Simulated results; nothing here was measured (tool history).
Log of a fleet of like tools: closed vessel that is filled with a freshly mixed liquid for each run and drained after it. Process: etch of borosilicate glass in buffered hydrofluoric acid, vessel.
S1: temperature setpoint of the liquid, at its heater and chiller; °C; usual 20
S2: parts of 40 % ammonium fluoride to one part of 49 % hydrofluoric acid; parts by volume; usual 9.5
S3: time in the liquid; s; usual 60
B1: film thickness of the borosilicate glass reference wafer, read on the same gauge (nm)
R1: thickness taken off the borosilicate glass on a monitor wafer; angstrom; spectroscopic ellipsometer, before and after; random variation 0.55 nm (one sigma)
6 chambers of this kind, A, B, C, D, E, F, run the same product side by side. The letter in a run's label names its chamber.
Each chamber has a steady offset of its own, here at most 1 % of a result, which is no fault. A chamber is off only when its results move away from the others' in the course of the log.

run,day,S1,S2,S3,B1,R1
1A,0.179,20,9.5,60,60.004,621.75
2B,0.396,20,9.5,60,59.972,613.09
3C,0.55,20,9.5,60,60.061,618.16
4D,0.792,20,9.5,60,59.999,614.87
5E,0.962,20,9.5,60,59.997,623.46
6F,1.092,20,9.5,60,60.03,621.4
7E,1.208,20,9.5,60,60.023,618.84
8A,1.396,20,9.5,60,59.951,625.27
9C,1.508,20,9.5,60,59.954,622.75
10F,1.725,20,10.5,75,60.012,713.76
# day 1.8: chamber A: thermometer replaced
11B,1.912,20,10.5,75,59.995,706.54
# day 1.925: chamber C: thermometer replaced
12D,2.071,20,10.5,75,59.989,707.22
13B,2.288,20,10.5,75,60.006,711.69
14A,2.454,20,10.5,75,60.012,698.73
# day 2.675: chamber C: hydrofluoric acid flow meter replaced
15E,2.692,20,10.5,75,60.024,714.46
16C,2.883,20,9.5,60,60.029,617.26
17D,3.075,20,9.5,35,59.968,363.87
18F,3.2,20,9.5,35,60.031,358.77
19D,3.362,20,9.5,35,59.976,355.25
20C,3.496,20,9.5,35,60.025,360.4
21F,3.692,20,9.5,35,59.951,354.21
22A,3.825,20,9.5,35,59.966,361
23E,3.962,20,9.5,60,60.012,614.5
24B,4.083,20,9.5,60,60.054,609.42
25F,4.338,23,9.5,60,60.021,709.51
26A,4.55,23,9.5,60,60.062,729.32
27C,4.788,23,9.5,60,60.019,718.18
28D,4.938,23,9.5,60,59.95,731.64
29E,5.05,23,9.5,60,60.032,729.88
30B,5.267,23,9.5,60,59.979,716.94
31D,5.412,20,9.5,60,60.046,625.87
32A,5.671,20,10.5,30,60.023,282.23
33E,5.912,20,10.5,30,59.971,280.22
34F,6.138,20,10.5,30,60.001,268.2
35C,6.288,20,10.5,30,60.021,288.46
36B,6.512,20,10.5,30,60.013,284.65
37D,6.7,20,10.5,30,60.03,281.51
38E,6.896,20,9.5,60,59.99,616.64
39B,7.092,20,9.5,60,60.005,605.64
40A,7.262,20,12.5,60,59.978,471.85
41F,7.483,20,12.5,60,59.997,437.72
42C,7.729,20,12.5,60,59.967,483.62
43E,7.858,20,12.5,60,59.999,468.79
44A,7.988,20,12.5,60,59.979,480.27

What goes on in this fleet: one chamber off, a drifting gauge, or nothing beyond the chambers' own small offsets? Name the chamber and the cause, if any.

Chamber F drifts away from the others.
Cause: liquid colder than its thermometer reads (K) = 1.64.
The log may not tell that from: hydrofluoric acid flow below the setpoint (%).

Here are 4 candidates for chamber F's next run, each the usual settings with a change, their results left as question marks. Which one brings its results back in line with what the others give on the usual settings?
In line means no further than this from the other chambers' mean on the usual settings: R1 19 angstrom
45F-1,8.171,19,11,60,,?
45F-2,8.171,23.5,9.5,60,,?
45F-3,8.171,20,9.5,55,,?
45F-4,8.171,20,9.5,65,,?

The other chambers' mean on the usual settings: R1 615.75 angstrom
run,R1
45F-1,470.2
45F-2,682.5
45F-3,518.06
45F-4,612.26
45F-4 brings the chamber back in line.
